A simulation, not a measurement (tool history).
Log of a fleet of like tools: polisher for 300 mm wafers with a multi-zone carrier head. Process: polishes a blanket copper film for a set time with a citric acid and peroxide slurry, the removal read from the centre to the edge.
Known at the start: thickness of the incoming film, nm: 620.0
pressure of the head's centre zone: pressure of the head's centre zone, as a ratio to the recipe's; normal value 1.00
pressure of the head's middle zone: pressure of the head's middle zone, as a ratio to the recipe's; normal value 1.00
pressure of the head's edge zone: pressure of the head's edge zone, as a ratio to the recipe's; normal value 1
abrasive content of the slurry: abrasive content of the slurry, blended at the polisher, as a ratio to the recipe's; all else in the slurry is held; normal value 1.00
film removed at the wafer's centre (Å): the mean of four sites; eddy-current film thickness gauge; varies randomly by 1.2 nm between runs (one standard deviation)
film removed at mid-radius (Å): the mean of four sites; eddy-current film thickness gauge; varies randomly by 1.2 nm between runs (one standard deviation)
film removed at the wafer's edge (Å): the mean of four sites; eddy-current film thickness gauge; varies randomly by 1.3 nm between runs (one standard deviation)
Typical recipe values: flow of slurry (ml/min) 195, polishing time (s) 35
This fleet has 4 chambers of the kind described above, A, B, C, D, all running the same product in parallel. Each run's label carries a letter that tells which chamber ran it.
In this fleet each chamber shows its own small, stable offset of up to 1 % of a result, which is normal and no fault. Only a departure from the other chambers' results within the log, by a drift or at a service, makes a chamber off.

run,hour,flow of slurry (ml/min),pressure of the head's centre zone,pressure of the head's middle zone,pressure of the head's edge zone,abrasive content of the slurry,polishing time (s),film removed at the wafer's centre (Å),film removed at mid-radius (Å),film removed at the wafer's edge (Å)
1A,6.1,195,1.00,1.00,1,1.00,35,1086.80,1094.00,1101.1
2D,11.7,195,1.00,1.00,1,1.00,35,1067.30,1110.40,1082.2
3B,17.1,195,1.00,1.00,1,1.00,35,1076.60,1090.90,1113.7
4C,23.4,195,1.00,1.00,1,1.00,35,1115.30,1096.10,1077.6
5A,33.6,195,1.07,1.00,1,1.00,43,1422.80,1358.60,1309.2
6C,44.5,195,1.07,1.00,1,1.00,43,1449.20,1336.20,1348.3
7D,52.5,195,1.07,1.00,1,1.00,43,1448.00,1333.70,1308.2
8B,60.4,195,1.07,1.00,1,1.00,43,1473.40,1333.80,1317.1
9C,68.3,225,1.00,1.00,1,0.85,35,1083.40,1056.70,1040.9
10B,73.0,225,1.00,1.00,1,0.85,35,1082.80,1071.80,1072.8
# hour 73.1: chamber D: worn pad replaced by a new one
# hour 73.6: chamber D: centre zone pressure recalibrated
11D,79.5,225,1.00,1.00,1,0.85,35,1089.80,1074.30,1070.5
12A,88.2,225,1.00,1.00,1,0.85,35,1080.40,1090.80,1061.9
13D,93.2,195,1.00,0.90,1,1.00,35,1054.80,977.21,1097.7
14C,102.3,195,1.00,0.90,1,1.00,35,1086.40,980.85,1093.0
# hour 105.4: chamber A: worn pad replaced by a new one
15B,108.0,195,1.00,0.90,1,1.00,35,1086.70,975.50,1091.4
# hour 111.3: chamber B: worn pad replaced by a new one
16A,115.6,195,1.00,0.90,1,1.00,35,1078.20,1002.80,1082.1
17B,126.2,195,1.00,1.00,1,1.00,35,1113.00,1076.50,1099.5
18D,131.8,195,1.00,1.00,1,1.00,35,1078.50,1106.10,1111.4
19A,138.6,195,0.93,0.96,1,1.00,35,983.38,1078.90,1092.9
20C,145.2,195,0.93,0.96,1,1.00,35,996.83,1052.70,1080.8
21A,155.1,195,0.93,0.96,1,1.00,35,982.71,1051.70,1078.8
# hour 158.9: chamber C: worn pad replaced by a new one
# hour 161.9: chamber A: centre zone pressure recalibrated
22B,162.4,195,0.93,0.96,1,1.00,35,1012.40,1038.00,1081.1
23D,171.3,195,1.00,1.00,1,1.00,35,1095.40,1084.60,1110.7
24C,177.1,195,1.00,1.00,1,1.00,35,1104.40,1079.60,1076.8
# hour 177.2: chamber D: slurry nozzle cleaned
25B,185.4,195,1.00,1.00,1,1.00,35,1116.40,1062.60,1071.3
26C,196.3,195,1.00,1.00,1,1.00,43,1313.70,1325.20,1320.2
# hour 201.0: chamber C: edge zone pressure recalibrated
# hour 206.0: chamber D: worn pad replaced by a new one
27A,206.6,195,1.00,1.00,1,1.00,43,1294.50,1338.50,1316.8
28D,213.3,195,1.00,1.00,1,1.00,43,1339.30,1341.70,1323.3
29D,223.6,195,1.00,1.00,1,1.00,43,1307.20,1346.90,1322.4
30A,229.3,195,1.00,1.00,1,1.00,35,1048.50,1106.90,1096.8
31B,237.4,195,1.00,1.00,1,1.00,35,1099.30,1085.10,1105.8
32C,245.1,195,1.00,1.00,1,1.00,35,1092.70,1079.60,1080.7
33A,251.8,195,1.00,1.00,1,1.00,35,1066.90,1086.30,1085.7
34C,257.8,195,1.00,1.00,1,1.00,35,1105.90,1082.60,1104.3
# hour 259.2: chamber B: slurry nozzle cleaned
35D,264.8,195,1.00,1.00,1,1.00,35,1077.20,1094.90,1094.2
36B,270.4,195,1.00,1.00,1,1.00,35,1069.20,1082.20,1088.4
37A,279.3,195,1.00,1.00,1,1.00,35,1088.90,1074.90,1059.0

What goes on in this fleet: one chamber off, a drifting gauge, or nothing beyond the chambers' own small offsets? Name the chamber and the cause, if any.

The fleet is healthy, with each chamber sitting at its usual small offset and no drift in the gauge.
